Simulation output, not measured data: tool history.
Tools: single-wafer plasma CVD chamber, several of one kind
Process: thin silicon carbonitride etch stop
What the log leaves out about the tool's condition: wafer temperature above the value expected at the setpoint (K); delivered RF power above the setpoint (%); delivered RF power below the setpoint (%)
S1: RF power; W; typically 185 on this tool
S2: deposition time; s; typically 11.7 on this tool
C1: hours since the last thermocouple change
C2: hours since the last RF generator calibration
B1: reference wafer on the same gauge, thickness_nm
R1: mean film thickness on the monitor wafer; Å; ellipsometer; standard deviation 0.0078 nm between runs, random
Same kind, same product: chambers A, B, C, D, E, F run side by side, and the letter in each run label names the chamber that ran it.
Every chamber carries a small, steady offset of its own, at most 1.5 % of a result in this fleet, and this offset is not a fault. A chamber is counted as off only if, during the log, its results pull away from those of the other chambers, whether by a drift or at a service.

Run 1C, day 0.325: usual settings; C1 1321.9; C2 834.2; B1 6.5189. Result: R1 66.083 Å.
Run 2D, day 0.600: usual settings; C1 1095.2; C2 1776.9; B1 6.5177. Result: R1 65.815 Å.
Run 3F, day 1.046: usual settings; C1 1031.8; C2 948.0; B1 6.5183. Result: R1 64.682 Å.
Run 4A, day 1.417: usual settings; C1 841.1; C2 605.8; B1 6.5164. Result: R1 65.280 Å.
Run 5B, day 1.767: usual settings; C1 858.0; C2 376.8; B1 6.5136. Result: R1 64.988 Å.
Run 6E, day 1.996: usual settings; C1 1146.0; C2 558.4; B1 6.5135. Result: R1 64.746 Å.
Run 7D, day 2.242: usual settings; C1 1134.6; C2 1816.3; B1 6.5132. Result: R1 65.564 Å.
Run 8F, day 2.562: usual settings; C1 1068.2; C2 984.4; B1 6.5137. Result: R1 64.749 Å.
Run 9B, day 2.821: usual settings; C1 883.3; C2 402.1; B1 6.5160. Result: R1 64.946 Å.
Run 10C, day 3.196: usual settings; C1 1390.8; C2 903.1; B1 6.5110. Result: R1 66.011 Å.
Run 11A, day 3.504: usual settings; C1 891.2; C2 655.9; B1 6.5105. Result: R1 65.335 Å.
Run 12E, day 3.975: usual settings; C1 1193.5; C2 605.9; B1 6.5111. Result: R1 64.634 Å.
Run 13A, day 4.442: usual settings; C1 913.7; C2 678.4; B1 6.5097. Result: R1 65.274 Å.
Run 14E, day 4.888: usual settings; C1 1215.4; C2 627.8; B1 6.5090. Result: R1 64.737 Å.
Run 15B, day 5.362: usual settings; C1 944.3; C2 463.1; B1 6.5095. Result: R1 64.762 Å.
Run 16C, day 5.808: usual settings; C1 1453.5; C2 965.8; B1 6.5051. Result: R1 65.999 Å.
Run 17D, day 6.271: usual settings; C1 1231.3; C2 1913.0; B1 6.5071. Result: R1 65.554 Å.
At day 6.475: chamber D: thermocouple changed; heater temperature recalibrated.
Run 18F, day 6.700: usual settings; C1 1167.5; C2 1083.7; B1 6.5060. Result: R1 64.679 Å.
Run 19B, day 7.025: usual settings but S1 165 W; C1 984.2; C2 503.0; B1 6.5048. Result: R1 62.721 Å.
Run 20C, day 7.488: usual settings but S1 165 W; C1 1493.8; C2 1006.1; B1 6.5035. Result: R1 63.568 Å.
Run 21A, day 7.912: usual settings but S1 165 W; C1 997.0; C2 761.7; B1 6.5036. Result: R1 62.873 Å.
Run 22F, day 8.258: usual settings but S1 165 W; C1 1204.9; C2 1121.1; B1 6.5031. Result: R1 62.334 Å.
At day 8.433: chamber E: RF generator calibrated.
Run 23D, day 8.579: usual settings but S1 165 W; C1 50.5; C2 1968.4; B1 6.5013. Result: R1 63.311 Å.
Run 24E, day 8.821: usual settings but S1 165 W; C1 1309.8; C2 9.4; B1 6.5001. Result: R1 62.498 Å.
Run 25A, day 9.121: usual settings; C1 1026.0; C2 790.7; B1 6.5006. Result: R1 65.068 Å.
Run 26B, day 9.596: usual settings; C1 1045.9; C2 564.7; B1 6.5015. Result: R1 64.773 Å.
Run 27C, day 9.942: usual settings but S1 160 W; C1 1552.7; C2 1065.0; B1 6.4996. Result: R1 62.863 Å.
Run 28F, day 10.275: usual settings but S1 160 W; C1 1253.3; C2 1169.5; B1 6.4981. Result: R1 61.699 Å.
Run 29E, day 10.679: usual settings but S1 160 W; C1 1354.4; C2 54.0; B1 6.4994. Result: R1 61.831 Å.
Run 30D, day 10.992: usual settings but S1 160 W; C1 108.4; C2 2026.3; B1 6.4961. Result: R1 62.727 Å.
Run 31B, day 11.383: usual settings but S1 160 W; C1 1088.8; C2 607.6; B1 6.4987. Result: R1 62.056 Å.
Run 32F, day 11.812: usual settings but S1 160 W; C1 1290.2; C2 1206.4; B1 6.4952. Result: R1 61.800 Å.
Run 33E, day 12.062: usual settings; C1 1387.6; C2 87.2; B1 6.4950. Result: R1 64.607 Å.
Run 34A, day 12.458: usual settings; C1 1106.1; C2 870.8; B1 6.4955. Result: R1 65.042 Å.
Run 35D, day 12.783: usual settings but S1 210 W; C1 151.4; C2 2069.3; B1 6.4930. Result: R1 67.766 Å.
At day 13.038: chamber C: RF generator calibrated.
Run 36C, day 13.050: usual settings but S1 210 W; C1 1627.3; C2 0.3; B1 6.4924. Result: R1 68.232 Å.
Run 37A, day 13.329: usual settings but S1 210 W; C1 1127.0; C2 891.7; B1 6.4908. Result: R1 67.591 Å.
Run 38C, day 13.800: usual settings but S1 210 W; C1 1645.3; C2 18.3; B1 6.4897. Result: R1 68.337 Å.
Run 39F, day 14.179: usual settings but S1 210 W; C1 1347.0; C2 1263.2; B1 6.4908. Result: R1 67.038 Å.
Run 40E, day 14.579: usual settings but S1 210 W; C1 1448.0; C2 147.6; B1 6.4887. Result: R1 67.018 Å.
Run 41D, day 14.842: usual settings; C1 200.8; C2 2118.7; B1 6.4898. Result: R1 65.203 Å.

Is one chamber out of step, is the gauge drifting, or do the chambers differ by no more than their own small offsets? For an off chamber, give its letter and the likeliest cause.

The gauge drifts, so all chambers seem to drift together. No chamber is off.
Most likely cause: gauge reads low (%) = 0.493.
